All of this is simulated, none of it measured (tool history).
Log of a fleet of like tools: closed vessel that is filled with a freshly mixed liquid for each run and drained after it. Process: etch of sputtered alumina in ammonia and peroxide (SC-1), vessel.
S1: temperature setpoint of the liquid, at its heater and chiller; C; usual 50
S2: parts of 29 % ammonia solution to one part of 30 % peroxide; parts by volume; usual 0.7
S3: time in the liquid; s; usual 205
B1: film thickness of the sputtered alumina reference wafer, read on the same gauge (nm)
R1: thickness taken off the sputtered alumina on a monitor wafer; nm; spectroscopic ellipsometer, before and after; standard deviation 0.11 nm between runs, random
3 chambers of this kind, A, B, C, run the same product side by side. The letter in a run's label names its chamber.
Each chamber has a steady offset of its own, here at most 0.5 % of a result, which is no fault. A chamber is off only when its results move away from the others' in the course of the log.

{"run": "1A", "hour": 7.3, "S1": 50, "S2": 0.7, "S3": 205, "B1": 129.95, "R1": 11.738}
{"run": "2C", "hour": 15.4, "S1": 50, "S2": 0.7, "S3": 205, "B1": 130, "R1": 11.681}
{"hour": 15.7, "done": "chamber A: new drum of ammonia solution connected"}
{"run": "3B", "hour": 24.4, "S1": 50, "S2": 0.7, "S3": 205, "B1": 129.98, "R1": 11.832}
{"run": "4C", "hour": 36.2, "S1": 50, "S2": 0.7, "S3": 205, "B1": 130.01, "R1": 11.607}
{"run": "5A", "hour": 45.8, "S1": 50, "S2": 0.7, "S3": 305, "B1": 129.98, "R1": 17.35}
{"run": "6B", "hour": 55.3, "S1": 50, "S2": 0.7, "S3": 305, "B1": 129.97, "R1": 17.426}
{"run": "7A", "hour": 63.7, "S1": 50, "S2": 0.7, "S3": 305, "B1": 129.99, "R1": 17.297}
{"run": "8C", "hour": 71.9, "S1": 50, "S2": 0.7, "S3": 205, "B1": 130.01, "R1": 11.59}
{"run": "9B", "hour": 81.1, "S1": 50, "S2": 0.55, "S3": 205, "B1": 129.99, "R1": 11.468}
{"run": "10B", "hour": 89.3, "S1": 50, "S2": 0.55, "S3": 205, "B1": 130.05, "R1": 11.332}
{"run": "11C", "hour": 98.0, "S1": 50, "S2": 0.55, "S3": 205, "B1": 130.03, "R1": 11.319}
{"run": "12A", "hour": 103.2, "S1": 50, "S2": 0.4, "S3": 105, "B1": 129.95, "R1": 5.6435}
{"hour": 108.6, "done": "chamber A: thermometer replaced"}
{"run": "13B", "hour": 114.9, "S1": 50, "S2": 0.4, "S3": 105, "B1": 129.99, "R1": 5.7096}
{"run": "14C", "hour": 126.3, "S1": 50, "S2": 0.4, "S3": 105, "B1": 130.05, "R1": 5.7126}
{"run": "15A", "hour": 133.3, "S1": 50, "S2": 0.7, "S3": 205, "B1": 129.98, "R1": 11.577}
{"run": "16A", "hour": 140.9, "S1": 50, "S2": 0.7, "S3": 205, "B1": 130.01, "R1": 11.499}
{"run": "17C", "hour": 148.8, "S1": 50, "S2": 0.7, "S3": 205, "B1": 130, "R1": 11.677}
{"run": "18B", "hour": 154.2, "S1": 50, "S2": 0.7, "S3": 205, "B1": 129.99, "R1": 11.831}
{"run": "19B", "hour": 160.2, "S1": 50, "S2": 0.7, "S3": 205, "B1": 130, "R1": 11.789}
{"run": "20A", "hour": 171.1, "S1": 50, "S2": 0.7, "S3": 205, "B1": 129.98, "R1": 11.732}
{"run": "21C", "hour": 176.7, "S1": 50, "S2": 0.7, "S3": 205, "B1": 129.99, "R1": 11.738}
{"run": "22A", "hour": 182.0, "S1": 50, "S2": 0.7, "S3": 205, "B1": 130, "R1": 11.833}
{"run": "23B", "hour": 190.3, "S1": 50, "S2": 0.7, "S3": 205, "B1": 130.01, "R1": 11.873}
{"run": "24C", "hour": 201.8, "S1": 50, "S2": 0.7, "S3": 205, "B1": 130.01, "R1": 11.446}
{"run": "25C", "hour": 212.1, "S1": 58, "S2": 0.7, "S3": 120, "B1": 129.99, "R1": 10.486}
{"run": "26A", "hour": 221.6, "S1": 58, "S2": 0.7, "S3": 120, "B1": 129.99, "R1": 10.285}
{"run": "27B", "hour": 228.0, "S1": 58, "S2": 0.7, "S3": 120, "B1": 129.98, "R1": 10.916}
{"hour": 230.9, "done": "chamber C: ammonia flow meter replaced"}
{"run": "28A", "hour": 238.6, "S1": 57.5, "S2": 0.7, "S3": 205, "B1": 130, "R1": 17.238}
{"run": "29C", "hour": 250.2, "S1": 57.5, "S2": 0.7, "S3": 205, "B1": 129.99, "R1": 17.604}
{"run": "30B", "hour": 256.6, "S1": 57.5, "S2": 0.7, "S3": 205, "B1": 129.96, "R1": 18.251}
{"run": "31A", "hour": 263.0, "S1": 42.5, "S2": 0.7, "S3": 85, "B1": 129.99, "R1": 3.1451}
{"run": "32C", "hour": 274.1, "S1": 42.5, "S2": 0.7, "S3": 85, "B1": 130, "R1": 3.1105}
{"run": "33B", "hour": 279.5, "S1": 42.5, "S2": 0.7, "S3": 85, "B1": 129.99, "R1": 3.3588}
{"run": "34B", "hour": 284.7, "S1": 50, "S2": 0.7, "S3": 205, "B1": 130.01, "R1": 12.349}
{"run": "35C", "hour": 295.3, "S1": 54.5, "S2": 0.7, "S3": 205, "B1": 130.03, "R1": 14.965}
{"hour": 299.4, "done": "chamber C: new drum of ammonia solution connected"}
{"run": "36A", "hour": 306.2, "S1": 54.5, "S2": 0.7, "S3": 205, "B1": 130.03, "R1": 14.884}
{"run": "37C", "hour": 312.9, "S1": 54.5, "S2": 0.7, "S3": 205, "B1": 130, "R1": 14.918}
{"run": "38B", "hour": 323.7, "S1": 50, "S2": 0.7, "S3": 205, "B1": 130.05, "R1": 12.568}
{"run": "39A", "hour": 334.9, "S1": 50, "S2": 0.7, "S3": 205, "B1": 130, "R1": 11.676}
{"run": "40B", "hour": 343.2, "S1": 50, "S2": 0.7, "S3": 205, "B1": 130.01, "R1": 12.464}
{"run": "41A", "hour": 349.5, "S1": 50, "S2": 0.7, "S3": 205, "B1": 130.01, "R1": 11.675}
{"run": "42C", "hour": 355.8, "S1": 50, "S2": 0.7, "S3": 270, "B1": 130.02, "R1": 15.481}
{"run": "43C", "hour": 365.5, "S1": 50, "S2": 0.7, "S3": 270, "B1": 130, "R1": 15.246}

Decide between three cases: one chamber stands off from its peers, the gauge reading all wafers drifts, or nothing is wrong past each chamber's small offset. Where a chamber is off, say which and what most likely put it there.

Chamber B drifts away from the others.
Likeliest cause: liquid hotter than its thermometer reads (K) = 1.44.

Which of the 4 candidates below, each the usual settings with something changed and its results left as question marks, puts chamber B back in line with what the other chambers give on the usual settings?
In line here means within this much of the mean the other chambers give on the usual settings: R1 0.37 nm
{"run": "44B-1", "hour": 374.1, "S1": 51.5, "S2": 0.7, "S3": 225, "R1": "?"}
{"run": "44B-2", "hour": 374.1, "S1": 50, "S2": 0.7, "S3": 175, "R1": "?"}
{"run": "44B-3", "hour": 374.1, "S1": 50.5, "S2": 0.7, "S3": 215, "R1": "?"}
{"run": "44B-4", "hour": 374.1, "S1": 49.5, "S2": 0.7, "S3": 195, "R1": "?"}

What the other chambers average on the usual settings: R1 11.642 nm
run=44B-1 R1=15.164
run=44B-2 R1=10.868
run=44B-3 R1=13.72
run=44B-4 R1=11.778
44B-4 puts the chamber back in line with the other chambers.
